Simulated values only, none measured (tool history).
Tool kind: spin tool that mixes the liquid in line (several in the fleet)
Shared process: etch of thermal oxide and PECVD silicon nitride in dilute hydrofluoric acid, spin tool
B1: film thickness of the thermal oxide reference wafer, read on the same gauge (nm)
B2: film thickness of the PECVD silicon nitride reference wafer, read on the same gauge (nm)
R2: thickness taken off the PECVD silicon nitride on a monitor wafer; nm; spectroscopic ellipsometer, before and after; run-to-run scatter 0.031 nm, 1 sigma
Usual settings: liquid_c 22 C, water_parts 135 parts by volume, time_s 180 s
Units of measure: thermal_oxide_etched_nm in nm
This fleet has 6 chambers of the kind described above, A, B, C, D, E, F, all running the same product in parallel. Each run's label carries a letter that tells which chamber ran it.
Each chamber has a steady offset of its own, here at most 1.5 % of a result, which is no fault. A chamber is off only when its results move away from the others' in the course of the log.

Run 1D, hour 12.3: usual settings; B1 130.01; B2 49.981. Result: thermal_oxide_etched_nm 5.9015 nm, R2 5.8907 nm.
Run 2E, hour 24.2: usual settings; B1 129.99; B2 50.003. Result: thermal_oxide_etched_nm 5.8546 nm, R2 5.7856 nm.
Run 3C, hour 35.4: usual settings; B1 130.04; B2 49.983. Result: thermal_oxide_etched_nm 5.7825 nm, R2 5.8651 nm.
Run 4B, hour 45.2: usual settings; B1 130.01; B2 50.015. Result: thermal_oxide_etched_nm 5.6425 nm, R2 5.8562 nm.
At hour 51.3: chamber E: hydrofluoric acid flow meter replaced.
Run 5F, hour 56.8: usual settings but water_parts 75 parts by volume; B1 129.99; B2 50.002. Result: thermal_oxide_etched_nm 11.184 nm, R2 10.252 nm.
Run 6A, hour 63.1: usual settings but water_parts 75 parts by volume; B1 129.96; B2 50.021. Result: thermal_oxide_etched_nm 11.091 nm, R2 10.576 nm.
Run 7A, hour 69.7: usual settings but water_parts 75 parts by volume; B1 130.01; B2 49.999. Result: thermal_oxide_etched_nm 11.232 nm, R2 10.541 nm.
Run 8F, hour 76.9: usual settings but water_parts 75 parts by volume; B1 130; B2 50.011. Result: thermal_oxide_etched_nm 11.404 nm, R2 10.291 nm.
Run 9D, hour 84.1: usual settings but water_parts 75 parts by volume; B1 129.98; B2 49.999. Result: thermal_oxide_etched_nm 11.247 nm, R2 10.353 nm.
Run 10E, hour 96.1: usual settings but water_parts 75 parts by volume; B1 129.98; B2 49.984. Result: thermal_oxide_etched_nm 11.035 nm, R2 10.313 nm.
At hour 104: chamber B: hydrofluoric acid flow meter replaced.
Run 11B, hour 105.1: usual settings; B1 130.03; B2 50.007. Result: thermal_oxide_etched_nm 5.6638 nm, R2 5.8419 nm.
Run 12C, hour 111.7: usual settings; B1 130.04; B2 49.995. Result: thermal_oxide_etched_nm 5.7519 nm, R2 5.9533 nm.
Run 13B, hour 122.3: usual settings; B1 129.97; B2 49.992. Result: thermal_oxide_etched_nm 5.6578 nm, R2 5.8937 nm.
Run 14A, hour 134.9: usual settings; B1 130.01; B2 49.994. Result: thermal_oxide_etched_nm 5.9008 nm, R2 5.9903 nm.
At hour 137.5: chamber D: thermometer replaced.
Run 15C, hour 140.7: usual settings; B1 130; B2 50.012. Result: thermal_oxide_etched_nm 5.8122 nm, R2 5.8745 nm.
Run 16D, hour 147: usual settings; B1 129.98; B2 50.015. Result: thermal_oxide_etched_nm 5.8243 nm, R2 5.8862 nm.
Run 17E, hour 155.2: usual settings; B1 129.99; B2 50.014. Result: thermal_oxide_etched_nm 5.7307 nm, R2 5.8291 nm.
At hour 162.9: chamber D: hydrofluoric acid flow meter replaced.
Run 18F, hour 166.5: usual settings; B1 130; B2 50.003. Result: thermal_oxide_etched_nm 5.796 nm, R2 5.8456 nm.
Run 19C, hour 176: usual settings; B1 130.02; B2 50.021. Result: thermal_oxide_etched_nm 5.7457 nm, R2 5.9023 nm.
Run 20E, hour 184.2: usual settings; B1 129.94; B2 50.002. Result: thermal_oxide_etched_nm 5.8075 nm, R2 5.8523 nm.
Run 21A, hour 194.9: usual settings; B1 129.98; B2 50.007. Result: thermal_oxide_etched_nm 5.9753 nm, R2 6.0889 nm.
Run 22D, hour 207.4: usual settings; B1 129.99; B2 49.998. Result: thermal_oxide_etched_nm 5.7014 nm, R2 5.9007 nm.
Run 23F, hour 216.4: usual settings; B1 129.98; B2 50.006. Result: thermal_oxide_etched_nm 5.8051 nm, R2 5.8019 nm.
Run 24B, hour 226: usual settings; B1 130.01; B2 50.023. Result: thermal_oxide_etched_nm 5.7777 nm, R2 5.7962 nm.
Run 25A, hour 235.4: usual settings; B1 129.98; B2 49.991. Result: thermal_oxide_etched_nm 6.0083 nm, R2 6.1207 nm.
Run 26B, hour 247.3: usual settings; B1 130; B2 50.033. Result: thermal_oxide_etched_nm 5.6864 nm, R2 5.81 nm.
Run 27C, hour 257.4: usual settings but liquid_c 25.5 C, water_parts 195 parts by volume; B1 130.02; B2 49.998. Result: thermal_oxide_etched_nm 4.2539 nm, R2 5.1778 nm.
Run 28D, hour 263.3: usual settings but liquid_c 25.5 C, water_parts 195 parts by volume; B1 129.97; B2 49.998. Result: thermal_oxide_etched_nm 4.2931 nm, R2 5.084 nm.
Run 29E, hour 273.3: usual settings but liquid_c 25.5 C, water_parts 195 parts by volume; B1 130.02; B2 50.002. Result: thermal_oxide_etched_nm 4.285 nm, R2 5.0769 nm.
Run 30F, hour 281.2: usual settings but liquid_c 25.5 C, water_parts 195 parts by volume; B1 129.97; B2 50.013. Result: thermal_oxide_etched_nm 4.2924 nm, R2 5.0592 nm.
Run 31D, hour 289.4: usual settings but liquid_c 25.5 C, water_parts 195 parts by volume; B1 129.99; B2 49.989. Result: thermal_oxide_etched_nm 4.2471 nm, R2 5.1523 nm.
At hour 295.7: chamber C: hydrofluoric acid flow meter replaced.
At hour 296.8: chamber E: thermometer replaced.
Run 32E, hour 299.7: usual settings but liquid_c 25.5 C, water_parts 195 parts by volume; B1 130; B2 50.021. Result: thermal_oxide_etched_nm 4.3119 nm, R2 5.0742 nm.
Run 33A, hour 311.3: usual settings; B1 130.03; B2 50.001. Result: thermal_oxide_etched_nm 6.1271 nm, R2 6.2425 nm.
Run 34F, hour 321: usual settings; B1 129.99; B2 49.997. Result: thermal_oxide_etched_nm 5.8603 nm, R2 5.7756 nm.
Run 35B, hour 329.6: usual settings; B1 130; B2 50.01. Result: thermal_oxide_etched_nm 5.7237 nm, R2 5.8515 nm.
Run 36C, hour 338.8: usual settings; B1 130; B2 49.986. Result: thermal_oxide_etched_nm 5.8029 nm, R2 5.8729 nm.

For the next run the whole fleet of 6 chambers uses the same settings. Give each chamber's results:
Run 37A, hour 348.1: usual settings but liquid_c 23.5 C. Result: thermal_oxide_etched_nm ?, R2 ?.
Run 37B, hour 348.1: usual settings but liquid_c 23.5 C. Result: thermal_oxide_etched_nm ?, R2 ?.
Run 37C, hour 348.1: usual settings but liquid_c 23.5 C. Result: thermal_oxide_etched_nm ?, R2 ?.
Run 37D, hour 348.1: usual settings but liquid_c 23.5 C. Result: thermal_oxide_etched_nm ?, R2 ?.
Run 37E, hour 348.1: usual settings but liquid_c 23.5 C. Result: thermal_oxide_etched_nm ?, R2 ?.
Run 37F, hour 348.1: usual settings but liquid_c 23.5 C. Result: thermal_oxide_etched_nm ?, R2 ?.

run  thermal_oxide_etched_nm      R2
37A                   6.6112  6.9382
37B                    5.962   6.514
37C                   6.1657  6.6004
37D                    6.126  6.4969
37E                   6.1051  6.3634
37F                   6.1657  6.4256
